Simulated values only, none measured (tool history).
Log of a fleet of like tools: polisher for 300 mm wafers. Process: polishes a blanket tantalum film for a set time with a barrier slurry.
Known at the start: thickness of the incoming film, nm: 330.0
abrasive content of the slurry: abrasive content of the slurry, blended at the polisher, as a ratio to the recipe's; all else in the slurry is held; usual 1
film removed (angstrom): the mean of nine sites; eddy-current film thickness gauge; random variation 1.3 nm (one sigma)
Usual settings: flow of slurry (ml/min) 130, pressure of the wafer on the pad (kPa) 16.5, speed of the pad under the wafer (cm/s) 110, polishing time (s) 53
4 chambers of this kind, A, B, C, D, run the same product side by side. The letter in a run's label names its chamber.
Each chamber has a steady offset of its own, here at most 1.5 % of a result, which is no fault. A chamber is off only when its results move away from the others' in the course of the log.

run	hour	flow of slurry (ml/min)	pressure of the wafer on the pad (kPa)	speed of the pad under the wafer (cm/s)	abrasive content of the slurry	polishing time (s)	wafers polished on this pad	hours since the slurry nozzle was cleaned	hours since the head pressure was calibrated	hours since the slurry blender was calibrated	film removed (angstrom)
1D	9.4	130	16.5	110	1	53	104	218.6	205	43.6	1075.2
2A	15.9	130	16.5	110	1	53	511	406.8	343	308.8	1106.8
3B	23.8	130	16.5	110	1	53	250	202.9	608.1	109.3	1107.9
4C	32.2	130	16.5	110	1	53	949	297	822.2	68.2	1074.2
5B	37.5	130	16.5	110	1	53	348	216.6	621.8	123	1091.7
6C	46.1	150	11	110	1	53	1048	310.9	836.1	82.1	725.28
# hour 50.9: chamber B: slurry blender recalibrated
# hour 51.1: chamber A: slurry blender recalibrated
# hour 53: chamber A: worn pad replaced by a new one
7D	55.1	150	11	110	1	53	431	264.3	250.7	89.3	751.91
8A	63.6	150	11	110	1	53	76	454.5	390.7	12.6	747.35
9B	69.4	150	11	110	1	53	576	248.5	653.7	18.6	714.26
# hour 71: chamber B: worn pad replaced by a new one
10D	74.5	130	16.5	110	1	53	569	283.7	270.1	108.7	1081.7
11C	83.5	130	16.5	110	1	53	1316	348.3	873.5	119.5	1071.8
12A	92.3	130	16.5	110	1	59	281	483.2	419.4	41.3	1224.3
# hour 95.8: chamber B: head pressure recalibrated
13A	98.7	130	16.5	110	1	59	327	489.6	425.8	47.7	1220
# hour 100.9: chamber C: worn pad replaced by a new one
14C	108.2	130	16.5	110	1	59	52	373	898.2	144.2	1175.4
15D	114.6	130	16.5	110	1	59	856	323.8	310.2	148.8	1194.4
16B	122.8	130	16.5	110	1	53	371	301.9	27	72	1105.8
17B	127.1	130	16.5	110	1	53	401	306.2	31.3	76.3	1094.1
18A	136.1	130	16.5	110	1	53	594	527	463.2	85.1	1059.5
19D	145.5	130	16.5	110	1	53	1077	354.7	341.1	179.7	1064.7
20C	153.3	130	16.5	110	1	53	374	418.1	943.3	189.3	1070.3
21C	159.5	130	16.5	110	1	53	419	424.3	949.5	195.5	1068.5
# hour 160: chamber B: worn pad replaced by a new one
22A	166.7	130	16.5	110	1	53	813	557.6	493.8	115.7	1080.5
# hour 170.7: chamber A: worn pad replaced by a new one
23D	175.2	130	16.5	110	1	53	1290	384.4	370.8	209.4	1051.5
# hour 176.1: chamber D: worn pad replaced by a new one
24B	184.2	130	16.5	110	1	53	173	363.3	88.4	133.4	1077.7
25A	188.4	130	16.5	110	1	53	127	579.3	515.5	137.4	1096.3
26C	194.9	130	16.5	110	1	53	672	459.7	984.9	230.9	1086.2
27B	202.1	130	16.5	110	1	53	301	381.2	106.3	151.3	1081.7
28D	210	130	16.5	110	1	53	243	419.2	405.6	244.2	1002.5
# hour 211.1: chamber B: slurry blender recalibrated
29B	218.6	130	16.5	110	1	53	419	397.7	122.8	7.6	1068.4
30C	227.5	130	16.5	110	1	53	905	492.3	1017.5	263.5	1057.5
31D	233.4	130	16.5	110	1	62	410	442.6	429	267.6	1191.2
32A	240.2	130	16.5	110	1	62	497	631.1	567.3	189.2	1258.9
33C	245.2	130	16.5	110	1	62	1032	510	1035.2	281.2	1259.1

All 4 chambers run these settings next. Forecast each chamber's results:
34A	252.1	130	16.5	110	1.25	53					?
34B	252.1	130	16.5	110	1.25	53					?
34C	252.1	130	16.5	110	1.25	53					?
34D	252.1	130	16.5	110	1.25	53					?

run	film removed (angstrom)
34A	1155.5
34B	1146.1
34C	1119.5
34D	1051.5
